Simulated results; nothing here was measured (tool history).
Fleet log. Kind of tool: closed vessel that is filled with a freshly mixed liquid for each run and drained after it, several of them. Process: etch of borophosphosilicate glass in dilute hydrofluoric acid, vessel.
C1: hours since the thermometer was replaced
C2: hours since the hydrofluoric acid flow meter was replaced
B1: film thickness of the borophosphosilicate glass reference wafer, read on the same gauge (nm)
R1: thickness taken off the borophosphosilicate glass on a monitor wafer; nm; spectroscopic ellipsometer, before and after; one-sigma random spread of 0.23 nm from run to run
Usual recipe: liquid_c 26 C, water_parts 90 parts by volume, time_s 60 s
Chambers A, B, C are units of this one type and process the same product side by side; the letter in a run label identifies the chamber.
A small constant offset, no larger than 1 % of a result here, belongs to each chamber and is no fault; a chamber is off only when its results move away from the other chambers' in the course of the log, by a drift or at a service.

run 1C hour=10.1 | liquid_c=26 water_parts=90 time_s=60 | C1=982.3 C2=238.5 | B1=79.968 | R1=30.827
run 2A hour=18.2 | liquid_c=26 water_parts=90 time_s=60 | C1=1952.6 C2=528.4 | B1=79.976 | R1=30.712
run 3B hour=29.2 | liquid_c=26 water_parts=90 time_s=60 | C1=1800.6 C2=413.3 | B1=80.047 | R1=30.513
run 4A hour=36.7 | liquid_c=26 water_parts=90 time_s=60 | C1=1971.1 C2=546.9 | B1=80.012 | R1=31.009
run 5B hour=46.6 | liquid_c=24 water_parts=90 time_s=60 | C1=1818 C2=430.7 | B1=80.013 | R1=28.113
run 6C hour=59.6 | liquid_c=24 water_parts=90 time_s=60 | C1=1031.8 C2=288 | B1=80.049 | R1=28.704
run 7C hour=71.1 | liquid_c=24 water_parts=90 time_s=60 | C1=1043.3 C2=299.5 | B1=79.968 | R1=28.854
run 8B hour=81 | liquid_c=30.5 water_parts=120 time_s=60 | C1=1852.4 C2=465.1 | B1=80.013 | R1=26.139
run 9A hour=92.3 | liquid_c=30.5 water_parts=120 time_s=60 | C1=2026.7 C2=602.5 | B1=79.945 | R1=25.792
run 10C hour=99.9 | liquid_c=30.5 water_parts=120 time_s=60 | C1=1072.1 C2=328.3 | B1=80.022 | R1=26.391
run 11A hour=110.3 | liquid_c=26 water_parts=90 time_s=60 | C1=2044.7 C2=620.5 | B1=79.947 | R1=29.997
-- hour=112.3 chamber A: thermometer replaced
run 12B hour=121.1 | liquid_c=26 water_parts=90 time_s=60 | C1=1892.5 C2=505.2 | B1=79.985 | R1=30.523
run 13A hour=131.6 | liquid_c=26 water_parts=90 time_s=60 | C1=19.3 C2=641.8 | B1=79.949 | R1=29.528
run 14C hour=142.7 | liquid_c=26 water_parts=90 time_s=60 | C1=1114.9 C2=371.1 | B1=80.018 | R1=30.992
run 15B hour=156.4 | liquid_c=26 water_parts=90 time_s=60 | C1=1927.8 C2=540.5 | B1=80.056 | R1=30.404
run 16A hour=163.3 | liquid_c=26 water_parts=90 time_s=60 | C1=51 C2=673.5 | B1=79.998 | R1=29.381
run 17B hour=172.1 | liquid_c=26 water_parts=90 time_s=60 | C1=1943.5 C2=556.2 | B1=80.011 | R1=30.294
run 18C hour=185.7 | liquid_c=26 water_parts=90 time_s=60 | C1=1157.9 C2=414.1 | B1=80.048 | R1=31.093
run 19C hour=193.3 | liquid_c=26 water_parts=90 time_s=60 | C1=1165.5 C2=421.7 | B1=79.965 | R1=30.851
run 20B hour=207.6 | liquid_c=26 water_parts=90 time_s=60 | C1=1979 C2=591.7 | B1=80.01 | R1=30.502

Read the log: is a single chamber off, either drifting away or since a service, is the gauge that measures every chamber drifting, or is nothing wrong beyond small per-chamber offsets? Name any odd chamber and what most likely caused it.

Little by little, chamber A moves away from the other chambers.
Cause: hydrofluoric acid flow below the setpoint (%) = 5.63.

Below are 4 candidate recipes for chamber A's next run, each the usual settings with a change, their results shown as question marks. Which of them brings A's results back in line with what the other chambers give on the usual settings?
Allowed miss from the other chambers' usual-settings mean, per result, to count as in line: R1 0.79 nm
run 21A-1 hour=218 | liquid_c=26 water_parts=85 time_s=60 | R1=?
run 21A-2 hour=218 | liquid_c=24.5 water_parts=90 time_s=60 | R1=?
run 21A-3 hour=218 | liquid_c=26.5 water_parts=90 time_s=60 | R1=?
run 21A-4 hour=218 | liquid_c=25.5 water_parts=90 time_s=60 | R1=?

Other chambers, usual settings, mean: R1 30.711 nm
run=21A-1 R1=30.571
run=21A-2 R1=27.021
run=21A-3 R1=29.237
run=21A-4 R1=28.107
Change 21A-1 lands the chamber within the allowed miss of the other chambers.

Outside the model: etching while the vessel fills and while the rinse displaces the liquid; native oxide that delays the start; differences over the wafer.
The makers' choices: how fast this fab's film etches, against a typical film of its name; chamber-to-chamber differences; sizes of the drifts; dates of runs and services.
